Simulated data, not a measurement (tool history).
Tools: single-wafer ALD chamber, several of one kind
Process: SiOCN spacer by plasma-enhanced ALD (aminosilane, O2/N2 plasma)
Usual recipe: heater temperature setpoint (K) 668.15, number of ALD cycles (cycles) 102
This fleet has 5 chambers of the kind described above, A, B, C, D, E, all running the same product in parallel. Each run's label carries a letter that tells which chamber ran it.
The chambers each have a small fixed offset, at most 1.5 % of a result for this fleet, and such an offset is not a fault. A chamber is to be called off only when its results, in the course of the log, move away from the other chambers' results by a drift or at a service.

run	day	heater temperature setpoint (K)	number of ALD cycles (cycles)	hours since the last thermocouple change	read-back reference wafer on the same gauge, thickness_nm	mean film thickness on the monitor wafer (Å)
1A	0.312	668.15	102	209.3	5.3993	61.613
2C	0.517	668.15	102	896.3	5.3992	61.59
3D	0.721	668.15	102	1252.3	5.3964	61.217
4E	0.988	668.15	102	1418.9	5.3967	60.726
5B	1.192	661.15	88	435.3	5.3948	53.29
6D	1.342	661.15	88	1267.2	5.3946	52.766
7B	1.654	661.15	88	446.4	5.3942	53.036
8A	1.904	661.15	88	247.5	5.3925	52.972
9E	2.092	661.15	88	1445.4	5.3944	52.407
10C	2.267	668.15	102	938.3	5.3914	61.452
11C	2.45	668.15	102	942.7	5.3916	61.48
12D	2.604	668.15	102	1297.5	5.3921	61.128
13B	2.779	668.15	102	473.4	5.3905	61.636
14A	2.938	668.15	102	272.3	5.3879	61.34
15E	3.125	668.15	102	1470.2	5.3893	60.527
16C	3.396	668.15	114	965.4	5.386	68.813
17A	3.629	668.15	114	288.9	5.3875	68.736
18E	3.842	668.15	114	1487.4	5.3871	67.654
19D	4.033	668.15	114	1331.8	5.3836	68.276
20B	4.338	668.15	114	510.8	5.3835	68.709
# day 4.575: chamber D: thermocouple changed; heater temperature recalibrated
21A	4.662	668.15	102	313.7	5.3833	61.401
22C	4.817	668.15	102	999.5	5.3823	61.37
23D	5.121	668.15	102	13.2	5.3788	60.941
24E	5.308	668.15	102	1522.6	5.381	60.476
25B	5.512	668.15	102	539	5.3797	61.394
26A	5.729	668.15	102	339.3	5.3789	61.255
27D	6.038	668.15	102	35.2	5.3778	60.954
28E	6.3	668.15	102	1546.4	5.3737	60.338
29C	6.567	668.15	95	1041.5	5.3772	57.074
30B	6.762	668.15	95	569	5.3765	57.125
31E	6.971	668.15	95	1562.5	5.3737	56.286
32C	7.162	668.15	95	1055.8	5.3733	57.069
33D	7.379	668.15	95	67.4	5.3716	56.849
34A	7.642	668.15	102	385.2	5.3731	61.204
35B	7.883	668.15	102	595.9	5.3718	61.292
36B	8.188	668.15	102	603.2	5.3692	61.334
37E	8.475	668.15	102	1598.6	5.3685	60.498

All 5 chambers run these settings next. Forecast each chamber's results:
38A	8.708	668.15	102			?
38B	8.708	668.15	102			?
38C	8.708	668.15	102			?
38D	8.708	668.15	102			?
38E	8.708	668.15	102			?

run	mean film thickness on the monitor wafer (Å)
38A	61.097
38B	61.473
38C	61.279
38D	60.853
38E	60.37
